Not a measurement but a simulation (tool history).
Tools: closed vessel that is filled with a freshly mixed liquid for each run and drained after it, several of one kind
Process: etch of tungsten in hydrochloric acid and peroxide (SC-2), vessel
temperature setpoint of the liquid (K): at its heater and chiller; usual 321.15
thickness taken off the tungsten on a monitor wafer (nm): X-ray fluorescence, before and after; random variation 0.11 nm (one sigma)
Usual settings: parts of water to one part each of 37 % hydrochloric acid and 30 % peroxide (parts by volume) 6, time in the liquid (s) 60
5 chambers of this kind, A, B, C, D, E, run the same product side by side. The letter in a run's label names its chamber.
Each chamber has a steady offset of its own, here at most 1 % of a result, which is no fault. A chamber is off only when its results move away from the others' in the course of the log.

| run | hour | temperature setpoint of the liquid (K) | parts of water to one part each of 37 % hydrochloric acid and 30 % peroxide (parts by volume) | time in the liquid (s) | read-back film thickness of the tungsten reference wafer, read on the same gauge (nm) | thickness taken off the tungsten on a monitor wafer (nm) |
|---|---|---|---|---|---|---|
| 1B | 6.2 | 321.15 | 6 | 60 | 70.012 | 14.738 |
|  | 8 | chamber E: thermometer replaced |
| 2C | 16.7 | 321.15 | 6 | 60 | 69.993 | 14.623 |
| 3A | 25.3 | 321.15 | 6 | 60 | 69.934 | 14.628 |
| 4E | 36.2 | 321.15 | 6 | 60 | 70.034 | 14.738 |
| 5D | 42 | 321.15 | 6 | 60 | 70.019 | 14.438 |
| 6E | 54.7 | 321.15 | 6 | 60 | 69.995 | 14.385 |
| 7B | 63.1 | 321.15 | 6 | 60 | 69.97 | 14.596 |
| 8C | 69.1 | 321.15 | 6 | 60 | 70.014 | 14.896 |
| 9A | 75.4 | 321.15 | 6 | 60 | 70.034 | 14.702 |
|  | 80 | chamber B: new drum of peroxide connected |
| 10D | 87.8 | 321.15 | 6 | 60 | 70.003 | 14.839 |
| 11E | 98.3 | 321.15 | 6 | 60 | 69.966 | 14.504 |
|  | 105.3 | chamber E: new drum of peroxide connected |
| 12C | 106 | 321.15 | 6 | 60 | 69.999 | 14.783 |
| 13D | 117.7 | 321.15 | 6 | 60 | 70.034 | 14.647 |
| 14A | 127.3 | 321.15 | 9 | 95 | 70.043 | 17.002 |
| 15B | 139.8 | 321.15 | 9 | 95 | 69.977 | 16.862 |
| 16A | 149 | 321.15 | 9 | 95 | 70.035 | 17.02 |
| 17E | 158.1 | 321.15 | 9 | 95 | 69.999 | 16.984 |
| 18B | 163.9 | 321.15 | 9 | 95 | 69.973 | 17.012 |
| 19C | 170.6 | 321.15 | 6 | 60 | 69.98 | 14.765 |
| 20D | 179.4 | 321.15 | 6 | 60 | 70.017 | 14.399 |
| 21A | 190.2 | 321.15 | 6 | 60 | 70.025 | 14.924 |
| 22D | 200.6 | 321.15 | 6 | 60 | 70.013 | 14.705 |
| 23B | 209 | 327.15 | 6 | 30 | 69.961 | 11.016 |
| 24E | 217.3 | 327.15 | 6 | 30 | 69.999 | 11.073 |
| 25C | 229.8 | 327.15 | 6 | 30 | 70.03 | 10.902 |
|  | 240.5 | chamber A: thermometer replaced |
| 26D | 240.9 | 327.15 | 6 | 30 | 69.999 | 10.778 |
| 27E | 251.4 | 327.15 | 6 | 30 | 69.996 | 10.924 |
| 28A | 259.4 | 321.15 | 6 | 60 | 70.021 | 14.785 |
| 29B | 272 | 321.15 | 6 | 60 | 70.021 | 14.618 |
| 30C | 277.9 | 321.15 | 6 | 60 | 69.998 | 14.74 |
| 31A | 286.3 | 321.15 | 6 | 60 | 69.956 | 14.845 |
| 32D | 292.6 | 321.15 | 6 | 70 | 70.035 | 17.003 |
| 33C | 300.1 | 321.15 | 6 | 70 | 70.046 | 17.173 |
| 34E | 308 | 321.15 | 6 | 70 | 70.041 | 17.167 |
|  | 316.5 | chamber A: new drum of peroxide connected |
| 35B | 317.4 | 321.15 | 6 | 70 | 70.024 | 17.153 |
| 36D | 325.5 | 321.15 | 6 | 70 | 70.011 | 17.019 |
| 37A | 337 | 321.15 | 6 | 60 | 69.984 | 14.767 |
| 38C | 344 | 321.15 | 6 | 60 | 70.016 | 14.679 |
| 39B | 352.4 | 321.15 | 6 | 60 | 70 | 14.943 |
| 40E | 359.9 | 321.15 | 6 | 60 | 69.97 | 14.444 |
| 41C | 366.3 | 321.15 | 6 | 60 | 70.02 | 14.699 |
| 42B | 377.4 | 321.15 | 6 | 60 | 70.005 | 14.701 |
| 43A | 384.4 | 321.15 | 6 | 60 | 69.972 | 14.901 |
| 44E | 395.9 | 321.15 | 6 | 60 | 70.02 | 14.778 |

What goes on in this fleet: one chamber off, a drifting gauge, or nothing beyond the chambers' own small offsets? Name the chamber and the cause, if any.

No chamber stands off beyond its own small offset, and the gauge holds steady.
